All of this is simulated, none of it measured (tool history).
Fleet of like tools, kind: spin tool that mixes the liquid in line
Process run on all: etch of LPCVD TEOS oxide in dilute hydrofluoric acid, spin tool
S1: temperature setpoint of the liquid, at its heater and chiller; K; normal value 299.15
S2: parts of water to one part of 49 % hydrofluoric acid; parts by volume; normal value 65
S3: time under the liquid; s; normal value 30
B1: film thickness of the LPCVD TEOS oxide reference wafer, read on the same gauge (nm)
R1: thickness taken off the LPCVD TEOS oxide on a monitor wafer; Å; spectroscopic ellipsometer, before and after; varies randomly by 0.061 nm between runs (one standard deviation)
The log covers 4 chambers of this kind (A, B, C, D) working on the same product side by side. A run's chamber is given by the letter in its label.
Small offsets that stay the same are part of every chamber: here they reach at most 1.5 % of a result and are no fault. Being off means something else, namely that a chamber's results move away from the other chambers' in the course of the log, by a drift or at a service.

| run | hour | S1 | S2 | S3 | B1 | R1 |
|---|---|---|---|---|---|---|
| 1B | 7.3 | 299.15 | 65 | 30 | 140 | 151.14 |
| 2D | 15.9 | 299.15 | 65 | 30 | 139.97 | 148.3 |
| 3A | 21.8 | 299.15 | 65 | 30 | 140.02 | 147.54 |
| 4C | 30.1 | 299.15 | 65 | 30 | 139.98 | 150.44 |
| 5D | 38.9 | 299.15 | 65 | 30 | 140 | 148.52 |
| 6B | 45.2 | 299.15 | 65 | 30 | 139.99 | 151.52 |
| 7A | 51.2 | 299.15 | 65 | 30 | 139.99 | 148.9 |
| 8C | 59.3 | 299.15 | 65 | 30 | 140 | 149.38 |
| 9C | 65.5 | 299.15 | 65 | 30 | 140.01 | 150.79 |
| 10A | 70.4 | 299.15 | 65 | 30 | 139.99 | 148.66 |
| 11D | 75.7 | 299.15 | 65 | 20 | 139.97 | 100.49 |
| 12B | 83 | 299.15 | 65 | 20 | 139.97 | 101.16 |
| 13A | 89 | 299.15 | 65 | 20 | 139.98 | 98.709 |
| 14D | 94.3 | 299.15 | 65 | 20 | 140.02 | 100.37 |
|  | 97.2 | chamber A: hydrofluoric acid flow meter replaced |
| 15C | 102.4 | 295.65 | 65 | 30 | 140 | 130.75 |
| 16B | 111.2 | 295.65 | 65 | 30 | 139.97 | 131.69 |
| 17C | 116.9 | 295.65 | 65 | 30 | 140.02 | 129.93 |
| 18A | 124.4 | 295.65 | 65 | 30 | 140 | 128.99 |
| 19D | 132.4 | 299.15 | 65 | 30 | 140.01 | 151.9 |
| 20B | 138.3 | 299.15 | 65 | 30 | 140.01 | 149.97 |
| 21D | 144.6 | 299.15 | 65 | 30 | 139.99 | 152.75 |
|  | 145.7 | chamber B: hydrofluoric acid flow meter replaced |
| 22A | 152.5 | 299.15 | 65 | 30 | 140.02 | 147.35 |
| 23C | 157.9 | 299.15 | 65 | 30 | 139.98 | 150.27 |
| 24B | 166.5 | 299.15 | 65 | 30 | 140 | 150.95 |
| 25A | 173.3 | 299.15 | 65 | 30 | 139.98 | 148.61 |
| 26D | 178.2 | 299.15 | 65 | 30 | 140 | 152.23 |
| 27C | 185.8 | 299.15 | 65 | 30 | 139.98 | 152.08 |
| 28B | 190.3 | 295.15 | 90 | 30 | 140.02 | 90.205 |
| 29A | 198.1 | 295.15 | 90 | 30 | 140 | 89.151 |
| 30C | 206.6 | 295.15 | 90 | 30 | 140.01 | 89.364 |
| 31D | 212.5 | 295.15 | 90 | 30 | 139.99 | 92.447 |
| 32B | 219.1 | 299.15 | 65 | 30 | 140.01 | 151.83 |
| 33C | 228.1 | 299.15 | 65 | 30 | 139.98 | 151.86 |
| 34B | 236.4 | 299.15 | 65 | 30 | 139.99 | 151.26 |
| 35D | 241.9 | 299.15 | 80 | 35 | 139.99 | 143.97 |
| 36A | 246.2 | 299.15 | 80 | 35 | 140 | 137.91 |
| 37D | 253.4 | 299.15 | 80 | 35 | 140.01 | 144.52 |

Is one chamber out of step, is the gauge drifting, or do the chambers differ by no more than their own small offsets? For an off chamber, give its letter and the likeliest cause.

It is chamber D that slowly wanders off from its peers.
Likeliest cause: hydrofluoric acid flow above the setpoint (%) = 4.53.
From this log alone, it may not be told apart from: liquid hotter than its thermometer reads (K).

Which of the 4 candidates below, each the usual settings with something changed and its results left as question marks, puts chamber D back in line with what the other chambers give on the usual settings?
In line means no further than this from the other chambers' mean on the usual settings: R1 2.1 Å
| 38D-1 | 259.9 | 298.15 | 65 | 30 |  | ? |
| 38D-2 | 259.9 | 300.15 | 65 | 30 |  | ? |
| 38D-3 | 259.9 | 299.15 | 70 | 30 |  | ? |
| 38D-4 | 259.9 | 299.15 | 60 | 30 |  | ? |

Mean of the other chambers on the usual settings: R1 150.12 Å
| run | R1 |
|---|---|
| 38D-1 | 150.18 |
| 38D-2 | 162.84 |
| 38D-3 | 144.25 |
| 38D-4 | 170.61 |
Change 38D-1 lands the chamber within the allowed miss of the other chambers.
